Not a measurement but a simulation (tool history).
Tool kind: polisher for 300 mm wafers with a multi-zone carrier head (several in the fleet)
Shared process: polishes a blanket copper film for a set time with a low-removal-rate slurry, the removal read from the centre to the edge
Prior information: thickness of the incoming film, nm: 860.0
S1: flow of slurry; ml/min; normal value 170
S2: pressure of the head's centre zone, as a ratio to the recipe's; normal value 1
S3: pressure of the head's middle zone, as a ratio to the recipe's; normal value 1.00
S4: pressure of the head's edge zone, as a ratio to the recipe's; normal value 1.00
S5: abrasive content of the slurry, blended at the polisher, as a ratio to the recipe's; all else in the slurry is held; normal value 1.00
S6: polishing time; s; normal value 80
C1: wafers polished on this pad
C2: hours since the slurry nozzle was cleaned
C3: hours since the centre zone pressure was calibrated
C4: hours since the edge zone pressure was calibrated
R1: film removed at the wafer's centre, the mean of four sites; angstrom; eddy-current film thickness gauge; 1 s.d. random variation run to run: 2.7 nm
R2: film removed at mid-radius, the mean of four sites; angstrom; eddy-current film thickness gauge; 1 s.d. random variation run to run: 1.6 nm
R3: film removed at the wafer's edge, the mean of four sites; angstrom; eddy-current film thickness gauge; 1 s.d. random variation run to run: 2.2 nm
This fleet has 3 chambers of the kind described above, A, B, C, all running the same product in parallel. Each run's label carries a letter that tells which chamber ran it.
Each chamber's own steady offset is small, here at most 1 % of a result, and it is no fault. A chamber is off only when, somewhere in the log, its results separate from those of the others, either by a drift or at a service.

run	hour	S1	S2	S3	S4	S5	S6	C1	C2	C3	C4	R1	R2	R3
1B	3.4	170	1	1.00	1.00	1.00	80	458	346.8	47.7	715.1	2400.4	2379.9	2332.2
# hour 7.3: chamber B: worn pad replaced by a new one
2A	8.3	170	1	1.00	1.00	1.00	80	183	437.7	342.0	780.4	2388.0	2386.7	2345.7
3C	15.0	170	1	1.00	1.00	1.00	80	672	406.4	1361.0	347.1	2390.4	2382.4	2335.9
4C	18.5	170	1	1.00	1.00	1.00	80	715	409.9	1364.5	350.6	2417.2	2383.4	2389.7
5A	24.7	170	1	1.00	1.00	1.00	80	386	454.1	358.4	796.8	2337.8	2385.8	2356.0
6B	31.6	170	1	1.00	1.00	1.00	80	301	375.0	75.9	743.3	2392.0	2385.2	2342.3
# hour 32.2: chamber C: worn pad replaced by a new one
7C	37.3	170	1	1.00	1.00	1.00	80	63	428.7	1383.3	369.4	2363.3	2375.2	2380.3
8A	41.0	170	1	1.00	1.00	1.00	80	587	470.4	374.7	813.1	2378.4	2374.2	2384.1
9B	44.9	170	1	1.00	1.00	1.00	80	465	388.3	89.2	756.6	2388.0	2404.3	2354.0
# hour 48.1: chamber B: worn pad replaced by a new one
10A	48.2	170	1	1.10	1.00	1.00	59	676	477.6	381.9	820.3	1718.2	1910.8	1733.4
11B	53.7	170	1	1.10	1.00	1.00	59	70	397.1	98.0	765.4	1737.8	1905.5	1747.5
12C	60.5	170	1	1.10	1.00	1.00	59	349	451.9	1406.5	392.6	1793.7	1905.4	1739.7
13B	64.7	170	1	1.00	1.00	1.00	80	206	408.1	109.0	776.4	2358.9	2397.1	2374.8
# hour 65.5: chamber C: centre zone pressure recalibrated
14A	70.1	170	1	1.00	1.00	1.00	80	947	499.5	403.8	842.2	2389.9	2342.5	2358.4
15C	75.6	170	1	1.00	1.00	1.00	80	536	467.0	10.1	407.7	2172.5	2363.2	2390.4
16A	82.1	170	1	1.00	1.00	1.00	80	1095	511.5	415.8	854.2	2368.5	2391.2	2384.1
# hour 83.8: chamber A: worn pad replaced by a new one
17C	85.5	170	1	1.00	1.00	1.00	80	658	476.9	20.0	417.6	2224.9	2372.7	2374.7
18B	89.2	170	1	1.00	1.00	1.00	80	508	432.6	133.5	800.9	2413.5	2367.4	2363.8
# hour 93.1: chamber B: worn pad replaced by a new one
19C	95.4	170	1	1.00	1.00	1.00	80	780	486.8	29.9	427.5	2185.2	2365.1	2378.6
20B	99.1	170	1	1.00	1.00	1.00	80	74	442.5	143.4	810.8	2413.8	2398.8	2339.5
# hour 104.0: chamber C: worn pad replaced by a new one
21A	105.1	170	1	1.10	1.00	1.15	80	263	534.5	438.8	877.2	2439.8	2664.3	2411.4
22A	111.7	170	1	1.10	1.00	1.15	80	344	541.1	445.4	883.8	2412.7	2678.0	2440.1
23B	117.9	170	1	1.10	1.00	1.15	80	306	461.3	162.2	829.6	2435.3	2680.0	2406.9
24C	122.4	170	1	1.00	1.00	1.00	80	228	513.8	56.9	454.5	2154.2	2370.1	2349.2
25A	127.8	170	1	1.00	1.00	1.00	80	543	557.2	461.5	899.9	2336.7	2354.1	2370.8
# hour 131.4: chamber B: worn pad replaced by a new one
26B	134.1	170	1	1.00	1.00	1.00	80	33	477.5	178.4	845.8	2394.5	2375.5	2385.9
27C	138.5	170	1	1.00	1.00	1.00	80	427	529.9	73.0	470.6	2142.2	2347.0	2398.5
28A	143.3	170	1	1.00	1.00	1.00	80	735	572.7	477.0	915.4	2390.2	2368.7	2369.1
29C	147.2	170	1	1.00	1.00	1.00	80	534	538.6	81.7	479.3	2180.1	2372.4	2399.3
30B	150.9	170	1	1.00	1.00	1.00	80	241	494.3	195.2	862.6	2426.9	2391.3	2364.3
31C	157.3	170	1	1.00	1.00	0.85	89	659	548.7	91.8	489.4	2373.7	2571.1	2578.7
# hour 158.1: chamber B: slurry nozzle cleaned
32A	164.1	170	1	1.00	1.00	0.85	89	992	593.5	497.8	936.2	2536.9	2571.7	2494.4
# hour 165.0: chamber A: slurry nozzle cleaned
33B	168.8	170	1	1.00	1.00	0.85	89	462	10.7	213.1	880.5	2565.8	2569.9	2529.4
34B	173.0	170	1	0.89	1.11	1.00	80	514	14.9	217.3	884.7	2447.2	2119.6	2513.2
# hour 176.6: chamber C: worn pad replaced by a new one
35A	177.3	170	1	0.89	1.11	1.00	80	1155	12.3	511.0	949.4	2387.7	2125.0	2534.0
36C	181.3	170	1	0.89	1.11	1.00	80	59	572.7	115.8	513.4	2170.9	2148.3	2488.5
37C	187.4	170	1	1.00	1.00	1.00	80	134	578.8	121.9	519.5	2152.9	2387.2	2413.3

All 3 chambers run these settings next. Forecast each chamber's results:
38A	192.7	170	1	1.00	1.00	1.00	80					?	?	?
38B	192.7	170	1	1.00	1.00	1.00	80					?	?	?
38C	192.7	170	1	1.00	1.00	1.00	80					?	?	?

run	R1	R2	R3
38A	2342.6	2365.8	2368.7
38B	2380.5	2396.8	2394.6
38C	2176.7	2368.0	2370.7
